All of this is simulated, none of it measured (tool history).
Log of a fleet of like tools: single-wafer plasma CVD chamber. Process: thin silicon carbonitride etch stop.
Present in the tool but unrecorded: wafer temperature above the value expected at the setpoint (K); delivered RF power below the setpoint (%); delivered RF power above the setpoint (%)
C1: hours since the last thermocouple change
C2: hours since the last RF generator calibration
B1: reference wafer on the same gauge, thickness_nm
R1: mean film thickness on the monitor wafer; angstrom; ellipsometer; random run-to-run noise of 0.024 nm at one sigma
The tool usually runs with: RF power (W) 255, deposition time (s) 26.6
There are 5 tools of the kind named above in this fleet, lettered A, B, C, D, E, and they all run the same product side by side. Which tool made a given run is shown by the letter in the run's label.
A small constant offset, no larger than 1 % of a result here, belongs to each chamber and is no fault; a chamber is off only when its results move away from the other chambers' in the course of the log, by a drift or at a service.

Run 1D, hour 11: usual settings; C1 1020; C2 736.5; B1 17.902. Result: R1 163.07 angstrom.
Run 2B, hour 24.2: usual settings; C1 781.3; C2 197.9; B1 17.895. Result: R1 161.12 angstrom.
Run 3A, hour 31.1: usual settings; C1 482.5; C2 2065.6; B1 17.888. Result: R1 161.81 angstrom.
Run 4E, hour 43.7: usual settings; C1 546.4; C2 1681.5; B1 17.882. Result: R1 163.46 angstrom.
Run 5C, hour 52.6: usual settings but RF power (W) 280; C1 585.5; C2 165.4; B1 17.882. Result: R1 167.28 angstrom.
Run 6A, hour 63.3: usual settings but RF power (W) 280; C1 514.7; C2 2097.8; B1 17.882. Result: R1 166.38 angstrom.
Run 7B, hour 69.5: usual settings but RF power (W) 280; C1 826.6; C2 243.2; B1 17.875. Result: R1 165.98 angstrom.
Run 8D, hour 80.6: usual settings but RF power (W) 280; C1 1089.6; C2 806.1; B1 17.878. Result: R1 167.46 angstrom.
Run 9C, hour 90.7: usual settings but RF power (W) 280; C1 623.6; C2 203.5; B1 17.87. Result: R1 167.41 angstrom.
Run 10E, hour 103.6: usual settings; C1 606.3; C2 1741.4; B1 17.863. Result: R1 163.08 angstrom.
Run 11C, hour 111: usual settings; C1 643.9; C2 223.8; B1 17.864. Result: R1 162.39 angstrom.
Run 12D, hour 124.5: usual settings; C1 1133.5; C2 850; B1 17.859. Result: R1 162.68 angstrom.
Run 13E, hour 136.9: usual settings; C1 639.6; C2 1774.7; B1 17.844. Result: R1 163.21 angstrom.
Run 14A, hour 147.5: usual settings; C1 598.9; C2 2182; B1 17.85. Result: R1 160.94 angstrom.
Run 15B, hour 157.4: usual settings; C1 914.5; C2 331.1; B1 17.852. Result: R1 161.13 angstrom.
Run 16B, hour 163.3: usual settings; C1 920.4; C2 337; B1 17.839. Result: R1 160.7 angstrom.
Run 17E, hour 175.6: usual settings; C1 678.3; C2 1813.4; B1 17.833. Result: R1 162.8 angstrom.
Run 18A, hour 183.1: usual settings; C1 634.5; C2 2217.6; B1 17.836. Result: R1 160.95 angstrom.
Run 19C, hour 190.3: usual settings; C1 723.2; C2 303.1; B1 17.83. Result: R1 161.99 angstrom.
At hour 192.1: chamber A: RF generator calibrated.
Run 20D, hour 200.7: usual settings; C1 1209.7; C2 926.2; B1 17.833. Result: R1 162.61 angstrom.
Run 21B, hour 208: usual settings; C1 965.1; C2 381.7; B1 17.828. Result: R1 161.33 angstrom.
Run 22E, hour 220.8: usual settings; C1 723.5; C2 1858.6; B1 17.82. Result: R1 162.97 angstrom.
Run 23A, hour 231.1: usual settings but RF power (W) 300; C1 682.5; C2 39.1; B1 17.825. Result: R1 169.41 angstrom.
Run 24D, hour 238.2: usual settings but RF power (W) 300; C1 1247.2; C2 963.7; B1 17.818. Result: R1 170.34 angstrom.
Run 25C, hour 250.1: usual settings but RF power (W) 300; C1 783; C2 362.9; B1 17.815. Result: R1 169.75 angstrom.
Run 26E, hour 261.5: usual settings but RF power (W) 300; C1 764.2; C2 1899.3; B1 17.809. Result: R1 170.58 angstrom.
Run 27D, hour 273.4: usual settings but RF power (W) 300; C1 1282.4; C2 998.9; B1 17.8. Result: R1 170.81 angstrom.
Run 28A, hour 282.3: usual settings but RF power (W) 295, deposition time (s) 31.2; C1 733.7; C2 90.3; B1 17.801. Result: R1 197.15 angstrom.
Run 29C, hour 292.5: usual settings but RF power (W) 295, deposition time (s) 31.2; C1 825.4; C2 405.3; B1 17.798. Result: R1 198.29 angstrom.
Run 30B, hour 299.5: usual settings but RF power (W) 295, deposition time (s) 31.2; C1 1056.6; C2 473.2; B1 17.795. Result: R1 196.98 angstrom.

Next, every chamber runs the same settings. What will each give?
Run 31A, hour 309.2: usual settings but deposition time (s) 30.9. Result: R1 ?.
Run 31B, hour 309.2: usual settings but deposition time (s) 30.9. Result: R1 ?.
Run 31C, hour 309.2: usual settings but deposition time (s) 30.9. Result: R1 ?.
Run 31D, hour 309.2: usual settings but deposition time (s) 30.9. Result: R1 ?.
Run 31E, hour 309.2: usual settings but deposition time (s) 30.9. Result: R1 ?.

run      R1
31A  187.48
31B  186.96
31C  188.11
31D  188.69
31E   188.3

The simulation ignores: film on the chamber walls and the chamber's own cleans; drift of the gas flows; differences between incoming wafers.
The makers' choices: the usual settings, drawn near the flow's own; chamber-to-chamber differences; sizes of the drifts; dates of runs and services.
